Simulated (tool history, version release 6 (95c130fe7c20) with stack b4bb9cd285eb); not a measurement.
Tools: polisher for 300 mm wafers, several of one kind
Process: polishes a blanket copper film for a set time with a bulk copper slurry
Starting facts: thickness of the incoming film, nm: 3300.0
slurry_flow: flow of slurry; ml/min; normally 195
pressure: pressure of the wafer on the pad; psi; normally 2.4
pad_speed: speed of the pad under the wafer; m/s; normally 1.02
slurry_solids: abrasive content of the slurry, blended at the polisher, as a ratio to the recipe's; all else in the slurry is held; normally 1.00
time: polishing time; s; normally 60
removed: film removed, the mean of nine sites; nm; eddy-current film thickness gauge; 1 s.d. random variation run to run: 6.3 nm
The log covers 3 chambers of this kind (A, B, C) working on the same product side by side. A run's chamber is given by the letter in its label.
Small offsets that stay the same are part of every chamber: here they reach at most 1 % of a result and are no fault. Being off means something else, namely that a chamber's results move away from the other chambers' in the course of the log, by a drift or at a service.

At hour 1.2: chamber B: worn pad replaced by a new one.
Run 1A, hour 6.6: usual settings. Result: removed 417.65 nm.
At hour 7.9: chamber A: worn pad replaced by a new one.
Run 2B, hour 10.6: usual settings. Result: removed 432.99 nm.
Run 3C, hour 13.8: usual settings. Result: removed 432.47 nm.
At hour 19.2: chamber A: slurry blender recalibrated.
Run 4B, hour 20.8: usual settings. Result: removed 425.54 nm.
Run 5C, hour 25.2: usual settings. Result: removed 432.42 nm.
Run 6A, hour 28.7: usual settings but pad_speed 0.84 m/s. Result: removed 348.77 nm.
Run 7B, hour 33.3: usual settings but pad_speed 0.84 m/s. Result: removed 359.82 nm.
Run 8C, hour 37.6: usual settings but pad_speed 0.84 m/s. Result: removed 354.04 nm.
Run 9A, hour 41.8: usual settings. Result: removed 419.31 nm.
Run 10A, hour 46.7: usual settings. Result: removed 423.92 nm.
Run 11C, hour 49.7: usual settings. Result: removed 414.35 nm.
Run 12B, hour 52.9: usual settings. Result: removed 435.53 nm.
Run 13B, hour 57.5: usual settings. Result: removed 421.93 nm.
Run 14A, hour 63.0: usual settings. Result: removed 423.72 nm.
Run 15C, hour 70.1: usual settings. Result: removed 431.41 nm.
Run 16A, hour 75.8: usual settings. Result: removed 416.85 nm.
At hour 81.8: chamber C: worn pad replaced by a new one.
At hour 82.3: chamber C: slurry nozzle cleaned.
Run 17B, hour 82.7: usual settings. Result: removed 425.89 nm.
At hour 83.6: chamber A: worn pad replaced by a new one.
Run 18C, hour 89.4: usual settings but slurry_solids 1.25. Result: removed 450.70 nm.
Run 19B, hour 93.1: usual settings but slurry_solids 1.25. Result: removed 432.48 nm.
Run 20C, hour 98.3: usual settings but slurry_solids 1.25. Result: removed 442.83 nm.
Run 21A, hour 104.4: usual settings. Result: removed 421.34 nm.
At hour 108.0: chamber B: worn pad replaced by a new one.
Run 22A, hour 110.8: usual settings. Result: removed 424.03 nm.
Run 23C, hour 117.2: usual settings. Result: removed 429.23 nm.
Run 24B, hour 122.6: usual settings. Result: removed 413.83 nm.
Run 25B, hour 127.1: usual settings but pad_speed 1.22 m/s. Result: removed 497.01 nm.
Run 26A, hour 130.9: usual settings but pad_speed 1.22 m/s. Result: removed 496.11 nm.
At hour 134.1: chamber A: slurry blender recalibrated.
Run 27C, hour 135.7: usual settings but pad_speed 1.22 m/s. Result: removed 515.22 nm.
Run 28B, hour 140.5: usual settings. Result: removed 406.56 nm.
Run 29A, hour 144.8: usual settings. Result: removed 419.32 nm.
Run 30C, hour 151.5: usual settings. Result: removed 423.85 nm.
Run 31A, hour 155.6: usual settings. Result: removed 422.51 nm.
At hour 156.3: chamber B: slurry blender recalibrated.
At hour 156.4: chamber A: head pressure recalibrated.
Run 32C, hour 159.8: usual settings. Result: removed 422.55 nm.
Run 33B, hour 166.6: usual settings. Result: removed 402.37 nm.
Run 34C, hour 173.5: usual settings but slurry_solids 0.80. Result: removed 395.43 nm.
Run 35A, hour 177.4: usual settings but slurry_solids 0.80. Result: removed 407.30 nm.
At hour 177.7: chamber A: worn pad replaced by a new one.
Run 36B, hour 182.6: usual settings but slurry_solids 0.80. Result: removed 392.85 nm.
Run 37B, hour 189.0: usual settings. Result: removed 397.22 nm.
Run 38A, hour 193.9: usual settings. Result: removed 430.53 nm.
At hour 194.1: chamber C: worn pad replaced by a new one.
Run 39C, hour 199.9: usual settings but pressure 1.6 psi. Result: removed 288.78 nm.

Next, every chamber runs the same settings. What will each give?
Run 40A, hour 205.0: usual settings but slurry_flow 225 ml/min. Result: removed ?.
Run 40B, hour 205.0: usual settings but slurry_flow 225 ml/min. Result: removed ?.
Run 40C, hour 205.0: usual settings but slurry_flow 225 ml/min. Result: removed ?.

run  removed
40A   426.32
40B   408.42
40C   442.52
